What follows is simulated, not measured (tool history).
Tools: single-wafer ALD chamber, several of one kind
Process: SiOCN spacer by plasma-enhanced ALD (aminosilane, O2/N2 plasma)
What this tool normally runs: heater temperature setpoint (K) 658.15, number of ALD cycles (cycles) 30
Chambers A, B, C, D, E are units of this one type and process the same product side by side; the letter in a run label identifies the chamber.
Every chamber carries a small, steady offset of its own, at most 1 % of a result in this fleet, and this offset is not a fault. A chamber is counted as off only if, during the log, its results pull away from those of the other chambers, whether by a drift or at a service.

| run | hour | heater temperature setpoint (K) | number of ALD cycles (cycles) | read-back reference wafer on the same gauge, thickness_nm | mean film thickness on the monitor wafer (angstrom) |
|---|---|---|---|---|---|
| 1B | 9.6 | 658.15 | 30 | 2.0199 | 17.984 |
| 2A | 16.2 | 658.15 | 30 | 2.0194 | 18.091 |
| 3D | 28.9 | 658.15 | 30 | 2.0188 | 18.201 |
| 4E | 38.6 | 658.15 | 30 | 2.0187 | 17.997 |
| 5C | 50.8 | 658.15 | 30 | 2.0180 | 18.100 |
| 6A | 62.5 | 658.15 | 30 | 2.0182 | 18.066 |
| 7B | 76.6 | 658.15 | 30 | 2.0174 | 17.995 |
| 8E | 89.5 | 658.15 | 30 | 2.0171 | 17.991 |
| 9C | 98.6 | 658.15 | 30 | 2.0162 | 18.060 |
| 10D | 106.5 | 658.15 | 30 | 2.0164 | 18.127 |
| 11E | 118.9 | 658.15 | 30 | 2.0164 | 18.016 |
| 12C | 129.0 | 658.15 | 30 | 2.0157 | 18.052 |
| 13D | 136.5 | 658.15 | 30 | 2.0158 | 18.180 |
| 14A | 148.7 | 658.15 | 30 | 2.0158 | 18.044 |
| 15B | 155.4 | 658.15 | 30 | 2.0149 | 17.955 |
| 16D | 169.6 | 658.15 | 30 | 2.0143 | 18.147 |
| 17C | 183.8 | 658.15 | 36 | 2.0140 | 21.702 |
| 18E | 194.5 | 658.15 | 36 | 2.0138 | 21.519 |
| 19B | 202.4 | 658.15 | 36 | 2.0136 | 21.585 |
| 20A | 215.5 | 658.15 | 36 | 2.0129 | 21.629 |
| 21C | 228.7 | 658.15 | 36 | 2.0124 | 21.660 |
| 22D | 237.6 | 658.15 | 30 | 2.0125 | 18.172 |
| 23E | 244.7 | 658.15 | 30 | 2.0127 | 17.932 |
| 24A | 257.0 | 665.15 | 30 | 2.0113 | 18.024 |
| 25B | 264.0 | 665.15 | 30 | 2.0117 | 17.938 |
| 26E | 275.5 | 665.15 | 30 | 2.0121 | 17.955 |
| 27C | 283.9 | 665.15 | 30 | 2.0104 | 17.959 |
| 28A | 295.5 | 665.15 | 30 | 2.0109 | 18.005 |
|  | 295.9 | chamber A: thermocouple changed; heater temperature recalibrated |
| 29B | 302.3 | 658.15 | 30 | 2.0101 | 17.897 |
| 30D | 311.7 | 666.15 | 26 | 2.0103 | 15.729 |
| 31A | 322.7 | 666.15 | 26 | 2.0099 | 15.588 |
| 32B | 332.6 | 666.15 | 26 | 2.0087 | 15.545 |

The same settings go to every chamber for the next run, one line per chamber below. Forecast the results for each:
| 33A | 343.3 | 658.15 | 30 |  | ? |
| 33B | 343.3 | 658.15 | 30 |  | ? |
| 33C | 343.3 | 658.15 | 30 |  | ? |
| 33D | 343.3 | 658.15 | 30 |  | ? |
| 33E | 343.3 | 658.15 | 30 |  | ? |

| run | mean film thickness on the monitor wafer (angstrom) |
|---|---|
| 33A | 17.999 |
| 33B | 17.887 |
| 33C | 17.988 |
| 33D | 18.126 |
| 33E | 17.935 |

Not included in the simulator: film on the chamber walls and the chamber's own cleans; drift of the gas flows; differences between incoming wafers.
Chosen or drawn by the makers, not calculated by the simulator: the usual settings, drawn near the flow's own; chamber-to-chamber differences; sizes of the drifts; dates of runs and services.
